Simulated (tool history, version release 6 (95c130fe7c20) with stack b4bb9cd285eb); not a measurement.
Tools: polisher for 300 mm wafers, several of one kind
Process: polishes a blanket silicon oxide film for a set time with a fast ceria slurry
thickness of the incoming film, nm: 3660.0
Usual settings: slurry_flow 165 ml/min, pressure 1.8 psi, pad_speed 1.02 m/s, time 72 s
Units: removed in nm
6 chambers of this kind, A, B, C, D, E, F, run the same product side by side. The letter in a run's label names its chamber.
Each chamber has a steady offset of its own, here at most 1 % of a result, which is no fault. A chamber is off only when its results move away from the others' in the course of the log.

run	hour	slurry_flow	pressure	pad_speed	time	removed
1A	7	165	1.8	1.02	72	598.46
2C	13.1	165	1.8	1.02	72	600.27
3B	19	165	1.8	1.02	72	621.69
# hour 21.1: chamber F: worn pad replaced by a new one
4F	27	165	1.8	1.02	72	605.16
# hour 27.2: chamber D: worn pad replaced by a new one
5E	34.4	165	1.8	1.02	72	591.92
# hour 34.5: chamber E: slurry nozzle cleaned
6D	39.2	165	1.8	1.02	72	610.59
# hour 39.5: chamber A: worn pad replaced by a new one
7A	44.1	165	1.8	1.02	72	603.73
8D	49.8	165	1.8	1.02	72	607.46
# hour 50.9: chamber C: head pressure recalibrated
9E	54.1	165	1.8	1.02	72	599.28
10F	62.2	165	1.8	1.02	72	605.46
11B	67.2	165	1.6	1.02	72	527.73
# hour 68.7: chamber E: worn pad replaced by a new one
12C	73.7	165	1.6	1.02	72	521.5
13A	77.9	165	1.6	1.02	72	540.5
14D	83.8	165	1.6	1.02	72	531.97
15F	87.8	165	1.6	1.02	72	539.41
16B	95	165	1.6	1.02	72	511.32
17C	99.3	165	1.8	1.02	72	602.92
18E	103.6	165	1.8	1.02	72	606.57
# hour 104.5: chamber C: worn pad replaced by a new one
19A	109.5	165	1.8	1.02	72	602.01
# hour 111.4: chamber F: worn pad replaced by a new one
20F	114.6	165	1.8	1.02	72	614.23
21E	121.9	165	1.8	1.02	72	598.83
# hour 124.6: chamber D: slurry nozzle cleaned
22D	127.3	165	1.8	1.02	72	603.79
23B	134.7	165	1.8	1.02	72	578.97
24C	138.3	165	1.8	1.02	72	596.26
25B	143.3	165	1.8	1.02	72	568.18
26A	150.3	165	1.8	1.02	72	601.58
27D	154	165	1.5	1.02	87	608.63
# hour 157.5: chamber D: worn pad replaced by a new one
28E	161.9	165	1.5	1.02	87	602.47
29C	167.1	165	1.5	1.02	87	599.77
30F	170.7	165	1.5	1.02	87	596.9
31E	174.3	165	1.5	1.02	87	602.7
32F	180.7	165	1.5	1.02	87	602.27
# hour 183.2: chamber F: head pressure recalibrated
33C	184.3	165	1.8	1.02	72	601.12
34B	188	165	1.8	1.02	72	557.56
35A	193.3	165	1.8	1.02	72	611.03
36D	197.3	165	1.8	1.02	72	607.19
# hour 202.4: chamber A: worn pad replaced by a new one
# hour 203.5: chamber C: worn pad replaced by a new one
37B	204.5	165	1.8	1.02	72	554.19
# hour 207.2: chamber E: worn pad replaced by a new one
38E	208.5	165	1.8	1.02	72	587.63
39F	212.7	165	1.8	1.02	72	608.67
40D	216.6	165	1.8	1.02	72	613.34
41A	224.3	165	1.8	1.02	72	601.52
42C	229.6	165	1.8	1.02	72	604.03
43B	235.5	165	1.8	1.24	84	772.08
44C	239.6	165	1.8	1.24	84	827.02

All 6 chambers run these settings next. Forecast each chamber's results:
45A	245.4	165	1.8	1.02	72	?
45B	245.4	165	1.8	1.02	72	?
45C	245.4	165	1.8	1.02	72	?
45D	245.4	165	1.8	1.02	72	?
45E	245.4	165	1.8	1.02	72	?
45F	245.4	165	1.8	1.02	72	?

run	removed
45A	599.28
45B	538.57
45C	580
45D	601.18
45E	597.71
45F	591.56

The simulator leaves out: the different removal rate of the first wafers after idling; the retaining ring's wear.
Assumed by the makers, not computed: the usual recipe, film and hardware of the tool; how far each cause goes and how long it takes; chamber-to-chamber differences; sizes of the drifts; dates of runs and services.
